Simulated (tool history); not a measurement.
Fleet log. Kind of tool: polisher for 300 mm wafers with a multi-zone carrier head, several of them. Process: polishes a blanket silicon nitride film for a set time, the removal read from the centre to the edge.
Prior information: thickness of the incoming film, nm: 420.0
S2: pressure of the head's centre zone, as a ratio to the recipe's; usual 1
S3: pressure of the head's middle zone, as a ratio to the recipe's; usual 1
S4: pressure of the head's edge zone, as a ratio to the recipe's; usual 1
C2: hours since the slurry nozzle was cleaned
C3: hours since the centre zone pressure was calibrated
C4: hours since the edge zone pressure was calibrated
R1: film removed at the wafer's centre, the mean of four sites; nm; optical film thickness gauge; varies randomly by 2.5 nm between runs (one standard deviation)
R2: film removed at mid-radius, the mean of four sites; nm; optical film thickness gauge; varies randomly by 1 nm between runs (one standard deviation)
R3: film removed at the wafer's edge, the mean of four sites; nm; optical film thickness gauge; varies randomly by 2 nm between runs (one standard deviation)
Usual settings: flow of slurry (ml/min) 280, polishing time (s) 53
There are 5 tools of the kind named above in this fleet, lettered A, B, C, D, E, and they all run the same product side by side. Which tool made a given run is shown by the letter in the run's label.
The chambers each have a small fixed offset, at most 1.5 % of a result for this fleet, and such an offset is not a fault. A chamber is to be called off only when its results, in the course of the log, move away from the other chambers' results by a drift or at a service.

run 1E hour=4 | flow_of_slurry_(ml/min)=280 S2=1 S3=1 S4=1 polishing_time_(s)=53 | wafers_polished_on_this_pad=933 C2=335.9 C3=118.5 C4=847.1 | R1=166.47 R2=167.32 R3=167.92
-- hour=7.5 chamber C: worn pad replaced by a new one
run 2D hour=9.8 | flow_of_slurry_(ml/min)=280 S2=1 S3=1 S4=1 polishing_time_(s)=53 | wafers_polished_on_this_pad=497 C2=168.9 C3=455.8 C4=1061.1 | R1=165.79 R2=165.84 R3=166.64
run 3B hour=15.5 | flow_of_slurry_(ml/min)=280 S2=1 S3=1 S4=1 polishing_time_(s)=53 | wafers_polished_on_this_pad=1175 C2=417.5 C3=300.5 C4=432.2 | R1=164.09 R2=166.94 R3=167.35
run 4A hour=19.3 | flow_of_slurry_(ml/min)=280 S2=1 S3=1 S4=1 polishing_time_(s)=53 | wafers_polished_on_this_pad=360 C2=267.3 C3=260.3 C4=320.5 | R1=162.53 R2=166.4 R3=165.18
-- hour=21.2 chamber D: worn pad replaced by a new one
run 5C hour=24.3 | flow_of_slurry_(ml/min)=280 S2=1 S3=1 S4=1 polishing_time_(s)=53 | wafers_polished_on_this_pad=229 C2=417.2 C3=1033.8 C4=142.3 | R1=170.06 R2=167.28 R3=167.74
-- hour=25.9 chamber E: slurry nozzle cleaned
-- hour=28 chamber E: worn pad replaced by a new one
run 6C hour=29.3 | flow_of_slurry_(ml/min)=280 S2=1 S3=1 S4=1 polishing_time_(s)=53 | wafers_polished_on_this_pad=297 C2=422.2 C3=1038.8 C4=147.3 | R1=165.38 R2=169.09 R3=164.02
run 7E hour=37.4 | flow_of_slurry_(ml/min)=280 S2=1 S3=1 S4=1 polishing_time_(s)=53 | wafers_polished_on_this_pad=128 C2=11.6 C3=151.9 C4=880.5 | R1=164.29 R2=169.86 R3=165.91
-- hour=39.8 chamber B: worn pad replaced by a new one
run 8D hour=42.7 | flow_of_slurry_(ml/min)=280 S2=1 S3=1 S4=1 polishing_time_(s)=53 | wafers_polished_on_this_pad=292 C2=201.8 C3=488.7 C4=1094 | R1=165.12 R2=167.72 R3=166.51
run 9A hour=49.9 | flow_of_slurry_(ml/min)=280 S2=1 S3=1 S4=1 polishing_time_(s)=53 | wafers_polished_on_this_pad=776 C2=297.9 C3=290.9 C4=351.1 | R1=167.17 R2=166.44 R3=167.09
run 10B hour=53.9 | flow_of_slurry_(ml/min)=280 S2=1 S3=1 S4=1 polishing_time_(s)=53 | wafers_polished_on_this_pad=191 C2=455.9 C3=338.9 C4=470.6 | R1=161.25 R2=166.36 R3=167.29
-- hour=57.8 chamber C: worn pad replaced by a new one
run 11D hour=58.8 | flow_of_slurry_(ml/min)=280 S2=1 S3=1 S4=1 polishing_time_(s)=53 | wafers_polished_on_this_pad=511 C2=217.9 C3=504.8 C4=1110.1 | R1=170.94 R2=167.54 R3=168.35
run 12A hour=64.4 | flow_of_slurry_(ml/min)=280 S2=1 S3=1 S4=1 polishing_time_(s)=53 | wafers_polished_on_this_pad=973 C2=312.4 C3=305.4 C4=365.6 | R1=165.5 R2=164.95 R3=164.39
-- hour=67 chamber A: edge zone pressure recalibrated
-- hour=68.8 chamber A: worn pad replaced by a new one
run 13B hour=69.4 | flow_of_slurry_(ml/min)=280 S2=1 S3=1 S4=1 polishing_time_(s)=53 | wafers_polished_on_this_pad=402 C2=471.4 C3=354.4 C4=486.1 | R1=165.94 R2=167.04 R3=165.34
-- hour=71.7 chamber C: centre zone pressure recalibrated
run 14E hour=73.4 | flow_of_slurry_(ml/min)=280 S2=1 S3=0.94 S4=1 polishing_time_(s)=53 | wafers_polished_on_this_pad=618 C2=47.6 C3=187.9 C4=916.5 | R1=167.67 R2=157.86 R3=167.26
run 15C hour=79.1 | flow_of_slurry_(ml/min)=280 S2=1 S3=0.94 S4=1 polishing_time_(s)=53 | wafers_polished_on_this_pad=290 C2=472 C3=7.5 C4=197.1 | R1=172.76 R2=157.92 R3=162.18
-- hour=81.4 chamber D: worn pad replaced by a new one
run 16C hour=84.6 | flow_of_slurry_(ml/min)=280 S2=1 S3=0.94 S4=1 polishing_time_(s)=53 | wafers_polished_on_this_pad=364 C2=477.5 C3=13 C4=202.6 | R1=167.21 R2=157.08 R3=166.31
run 17E hour=89.5 | flow_of_slurry_(ml/min)=280 S2=1 S3=0.94 S4=1 polishing_time_(s)=53 | wafers_polished_on_this_pad=836 C2=63.7 C3=204 C4=932.6 | R1=162.19 R2=159.27 R3=165.65
run 18A hour=95.3 | flow_of_slurry_(ml/min)=280 S2=1 S3=0.94 S4=1 polishing_time_(s)=53 | wafers_polished_on_this_pad=360 C2=343.3 C3=336.3 C4=28.3 | R1=159.39 R2=154.89 R3=162.15
run 19B hour=101.2 | flow_of_slurry_(ml/min)=280 S2=1 S3=1 S4=1 polishing_time_(s)=53 | wafers_polished_on_this_pad=834 C2=503.2 C3=386.2 C4=517.9 | R1=163.76 R2=164.18 R3=164.13
-- hour=102.2 chamber C: worn pad replaced by a new one
-- hour=103.3 chamber E: worn pad replaced by a new one
-- hour=104.6 chamber D: slurry nozzle cleaned
run 20D hour=106.4 | flow_of_slurry_(ml/min)=280 S2=1 S3=1 S4=1 polishing_time_(s)=53 | wafers_polished_on_this_pad=340 C2=1.8 C3=552.4 C4=1157.7 | R1=168.29 R2=166.63 R3=166.71
-- hour=111.2 chamber A: centre zone pressure recalibrated
-- hour=114.1 chamber B: slurry nozzle cleaned
run 21D hour=114.7 | flow_of_slurry_(ml/min)=280 S2=1 S3=1 S4=1 polishing_time_(s)=53 | wafers_polished_on_this_pad=453 C2=10.1 C3=560.7 C4=1166 | R1=164.22 R2=165.62 R3=166.36
-- hour=117.3 chamber D: edge zone pressure recalibrated
run 22E hour=120.4 | flow_of_slurry_(ml/min)=235 S2=0.91 S3=1 S4=1 polishing_time_(s)=53 | wafers_polished_on_this_pad=232 C2=94.6 C3=234.9 C4=963.5 | R1=145.4 R2=163.64 R3=161.37
run 23C hour=127.7 | flow_of_slurry_(ml/min)=235 S2=0.91 S3=1 S4=1 polishing_time_(s)=53 | wafers_polished_on_this_pad=346 C2=520.6 C3=56.1 C4=245.7 | R1=149.1 R2=165.02 R3=163.8
-- hour=129.6 chamber A: worn pad replaced by a new one
run 24B hour=133.5 | flow_of_slurry_(ml/min)=235 S2=0.91 S3=1 S4=1 polishing_time_(s)=53 | wafers_polished_on_this_pad=1273 C2=19.4 C3=418.5 C4=550.2 | R1=145.79 R2=163.75 R3=166.16
-- hour=134.7 chamber D: worn pad replaced by a new one
run 25A hour=140.2 | flow_of_slurry_(ml/min)=235 S2=0.91 S3=1 S4=1 polishing_time_(s)=53 | wafers_polished_on_this_pad=145 C2=388.2 C3=29 C4=73.2 | R1=134.86 R2=157.26 R3=158.22
-- hour=141.8 chamber B: worn pad replaced by a new one
run 26B hour=146.3 | flow_of_slurry_(ml/min)=235 S2=0.91 S3=1 S4=1 polishing_time_(s)=53 | wafers_polished_on_this_pad=61 C2=32.2 C3=431.3 C4=563 | R1=148.45 R2=164.01 R3=164.05
-- hour=147.1 chamber C: worn pad replaced by a new one
run 27C hour=154.2 | flow_of_slurry_(ml/min)=280 S2=1 S3=1 S4=1 polishing_time_(s)=53 | wafers_polished_on_this_pad=97 C2=547.1 C3=82.6 C4=272.2 | R1=167.92 R2=165.42 R3=167.69
run 28E hour=159.1 | flow_of_slurry_(ml/min)=280 S2=1 S3=1 S4=1 polishing_time_(s)=53 | wafers_polished_on_this_pad=758 C2=133.3 C3=273.6 C4=1002.2 | R1=163.95 R2=168.69 R3=166.23
run 29A hour=164.6 | flow_of_slurry_(ml/min)=280 S2=1 S3=1 S4=1 polishing_time_(s)=53 | wafers_polished_on_this_pad=476 C2=412.6 C3=53.4 C4=97.6 | R1=158.97 R2=160.03 R3=160.01
run 30D hour=169.3 | flow_of_slurry_(ml/min)=280 S2=1 S3=1 S4=1 polishing_time_(s)=53 | wafers_polished_on_this_pad=470 C2=64.7 C3=615.3 C4=52.1 | R1=168.21 R2=166.37 R3=165.51
run 31B hour=175 | flow_of_slurry_(ml/min)=205 S2=1 S3=1 S4=1 polishing_time_(s)=53 | wafers_polished_on_this_pad=451 C2=60.9 C3=460 C4=591.7 | R1=162.59 R2=160.59 R3=161.87
run 32A hour=182.6 | flow_of_slurry_(ml/min)=205 S2=1 S3=1 S4=1 polishing_time_(s)=53 | wafers_polished_on_this_pad=721 C2=430.6 C3=71.4 C4=115.6 | R1=145.89 R2=149.62 R3=151.75
-- hour=185.7 chamber E: worn pad replaced by a new one
run 33C hour=189 | flow_of_slurry_(ml/min)=205 S2=1 S3=1 S4=1 polishing_time_(s)=53 | wafers_polished_on_this_pad=570 C2=581.9 C3=117.4 C4=307 | R1=163.77 R2=159.95 R3=161.61
run 34E hour=194.8 | flow_of_slurry_(ml/min)=205 S2=1 S3=1 S4=1 polishing_time_(s)=53 | wafers_polished_on_this_pad=124 C2=169 C3=309.3 C4=1037.9 | R1=158.07 R2=161.55 R3=165.33

Next, all 5 chambers run the settings below, one line each with question marks for the results. What does each chamber give?
run 35A hour=200.7 | flow_of_slurry_(ml/min)=280 S2=1 S3=1 S4=1 polishing_time_(s)=53 | R1=? R2=? R3=?
run 35B hour=200.7 | flow_of_slurry_(ml/min)=280 S2=1 S3=1 S4=1 polishing_time_(s)=53 | R1=? R2=? R3=?
run 35C hour=200.7 | flow_of_slurry_(ml/min)=280 S2=1 S3=1 S4=1 polishing_time_(s)=53 | R1=? R2=? R3=?
run 35D hour=200.7 | flow_of_slurry_(ml/min)=280 S2=1 S3=1 S4=1 polishing_time_(s)=53 | R1=? R2=? R3=?
run 35E hour=200.7 | flow_of_slurry_(ml/min)=280 S2=1 S3=1 S4=1 polishing_time_(s)=53 | R1=? R2=? R3=?

run=35A R1=149.53 R2=156.96 R3=155.99
run=35B R1=166.61 R2=166.56 R3=164.18
run=35C R1=167.01 R2=167.13 R3=169.64
run=35D R1=167.69 R2=167.22 R3=168.98
run=35E R1=169.51 R2=168.87 R3=170.08
